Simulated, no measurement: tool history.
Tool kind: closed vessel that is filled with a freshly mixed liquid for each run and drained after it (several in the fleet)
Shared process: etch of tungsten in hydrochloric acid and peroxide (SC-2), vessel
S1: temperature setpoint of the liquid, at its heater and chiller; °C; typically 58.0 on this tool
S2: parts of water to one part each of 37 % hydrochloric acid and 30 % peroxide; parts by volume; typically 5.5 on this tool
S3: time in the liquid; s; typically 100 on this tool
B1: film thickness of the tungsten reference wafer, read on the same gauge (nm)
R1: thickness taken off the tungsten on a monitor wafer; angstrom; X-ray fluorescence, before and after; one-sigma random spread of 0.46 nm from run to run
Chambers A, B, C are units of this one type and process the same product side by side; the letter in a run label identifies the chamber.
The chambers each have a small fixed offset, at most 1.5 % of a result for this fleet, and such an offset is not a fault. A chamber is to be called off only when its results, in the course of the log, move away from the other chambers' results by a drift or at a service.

{"run": "1B", "day": 0.158, "S1": 58.0, "S2": 5.5, "S3": 100, "B1": 109.98, "R1": 498.94}
{"run": "2C", "day": 0.317, "S1": 58.0, "S2": 5.5, "S3": 100, "B1": 110.02, "R1": 500.98}
{"run": "3A", "day": 0.542, "S1": 58.0, "S2": 5.5, "S3": 100, "B1": 109.98, "R1": 493.22}
{"run": "4B", "day": 0.729, "S1": 58.0, "S2": 5.5, "S3": 100, "B1": 110.0, "R1": 493.04}
{"run": "5C", "day": 0.904, "S1": 58.0, "S2": 5.5, "S3": 100, "B1": 110.04, "R1": 507.06}
{"run": "6A", "day": 1.142, "S1": 58.0, "S2": 5.5, "S3": 100, "B1": 109.99, "R1": 507.43}
{"run": "7C", "day": 1.329, "S1": 58.0, "S2": 5.5, "S3": 100, "B1": 110.0, "R1": 498.02}
{"run": "8A", "day": 1.488, "S1": 58.0, "S2": 5.5, "S3": 100, "B1": 109.99, "R1": 511.88}
{"run": "9B", "day": 1.658, "S1": 58.0, "S2": 5.5, "S3": 100, "B1": 110.05, "R1": 500.27}
{"run": "10B", "day": 1.8, "S1": 58.0, "S2": 5.5, "S3": 100, "B1": 110.0, "R1": 502.77}
{"run": "11C", "day": 2.067, "S1": 58.0, "S2": 5.5, "S3": 100, "B1": 110.01, "R1": 498.11}
{"day": 2.138, "done": "chamber C: thermometer replaced"}
{"run": "12A", "day": 2.35, "S1": 58.0, "S2": 5.5, "S3": 100, "B1": 110.02, "R1": 506.15}
{"run": "13B", "day": 2.629, "S1": 58.0, "S2": 5.5, "S3": 100, "B1": 110.08, "R1": 506.36}
{"run": "14C", "day": 2.846, "S1": 58.0, "S2": 5.5, "S3": 100, "B1": 110.02, "R1": 502.68}
{"run": "15A", "day": 3.062, "S1": 58.0, "S2": 5.5, "S3": 100, "B1": 110.01, "R1": 507.69}
{"run": "16A", "day": 3.367, "S1": 58.0, "S2": 5.5, "S3": 100, "B1": 110.01, "R1": 508.49}
{"run": "17C", "day": 3.604, "S1": 58.0, "S2": 4.5, "S3": 100, "B1": 110.01, "R1": 564.62}
{"run": "18B", "day": 3.792, "S1": 58.0, "S2": 4.5, "S3": 100, "B1": 110.0, "R1": 582.95}
{"run": "19A", "day": 4.038, "S1": 58.0, "S2": 4.5, "S3": 100, "B1": 109.98, "R1": 601.94}
{"run": "20C", "day": 4.312, "S1": 58.0, "S2": 5.5, "S3": 100, "B1": 109.95, "R1": 500.8}
{"run": "21B", "day": 4.579, "S1": 58.0, "S2": 5.5, "S3": 100, "B1": 109.99, "R1": 506.65}
{"run": "22B", "day": 4.862, "S1": 58.0, "S2": 5.5, "S3": 100, "B1": 110.04, "R1": 501.63}
{"run": "23A", "day": 5.112, "S1": 58.0, "S2": 5.5, "S3": 100, "B1": 109.96, "R1": 523.54}
{"run": "24C", "day": 5.358, "S1": 66.5, "S2": 4.0, "S3": 100, "B1": 110.01, "R1": 1066.0}
{"run": "25C", "day": 5.5, "S1": 66.5, "S2": 4.0, "S3": 100, "B1": 110.01, "R1": 1065.1}
{"run": "26B", "day": 5.704, "S1": 66.5, "S2": 4.0, "S3": 100, "B1": 110.02, "R1": 1055.2}
{"run": "27A", "day": 5.85, "S1": 58.0, "S2": 5.5, "S3": 100, "B1": 110.03, "R1": 544.04}
{"run": "28C", "day": 6.125, "S1": 58.0, "S2": 5.5, "S3": 100, "B1": 109.99, "R1": 489.65}
{"run": "29B", "day": 6.417, "S1": 58.0, "S2": 5.5, "S3": 100, "B1": 109.97, "R1": 511.82}
{"run": "30A", "day": 6.583, "S1": 58.0, "S2": 5.5, "S3": 100, "B1": 109.99, "R1": 546.37}
{"run": "31A", "day": 6.808, "S1": 58.0, "S2": 5.5, "S3": 100, "B1": 110.05, "R1": 554.0}
{"run": "32B", "day": 7.079, "S1": 58.0, "S2": 5.5, "S3": 100, "B1": 109.98, "R1": 503.71}
{"run": "33C", "day": 7.271, "S1": 58.0, "S2": 5.5, "S3": 100, "B1": 109.98, "R1": 502.32}
{"run": "34C", "day": 7.45, "S1": 58.0, "S2": 5.5, "S3": 100, "B1": 109.97, "R1": 511.1}
{"run": "35A", "day": 7.738, "S1": 58.0, "S2": 5.5, "S3": 100, "B1": 110.01, "R1": 562.47}
{"run": "36B", "day": 7.938, "S1": 58.0, "S2": 5.5, "S3": 100, "B1": 110.03, "R1": 494.44}
{"run": "37C", "day": 8.238, "S1": 58.0, "S2": 5.5, "S3": 100, "B1": 109.96, "R1": 497.03}
{"run": "38A", "day": 8.433, "S1": 58.0, "S2": 5.5, "S3": 155, "B1": 109.97, "R1": 870.26}

Is one chamber out of step, is the gauge drifting, or do the chambers differ by no more than their own small offsets? For an off chamber, give its letter and the likeliest cause.

It is chamber A that slowly wanders off from its peers.
Most likely cause: liquid hotter than its thermometer reads (K) = 1.93.

Which of the 4 candidates below, each the usual settings with something changed and its results left as question marks, puts chamber A back in line with what the other chambers give on the usual settings?
In line here means within this much of the mean the other chambers give on the usual settings: R1 16.00 angstrom
{"run": "39A-1", "day": 8.65, "S1": 58.0, "S2": 5.5, "S3": 105, "R1": "?"}
{"run": "39A-2", "day": 8.65, "S1": 58.0, "S2": 5.5, "S3": 115, "R1": "?"}
{"run": "39A-3", "day": 8.65, "S1": 56.0, "S2": 5.5, "S3": 100, "R1": "?"}
{"run": "39A-4", "day": 8.65, "S1": 58.0, "S2": 5.5, "S3": 95, "R1": "?"}

Average result of the remaining chambers running the usual settings: R1 500.79 angstrom
run=39A-1 R1=598.82
run=39A-2 R1=655.86
run=39A-3 R1=502.01
run=39A-4 R1=541.79
39A-3 brings the chamber back in line.
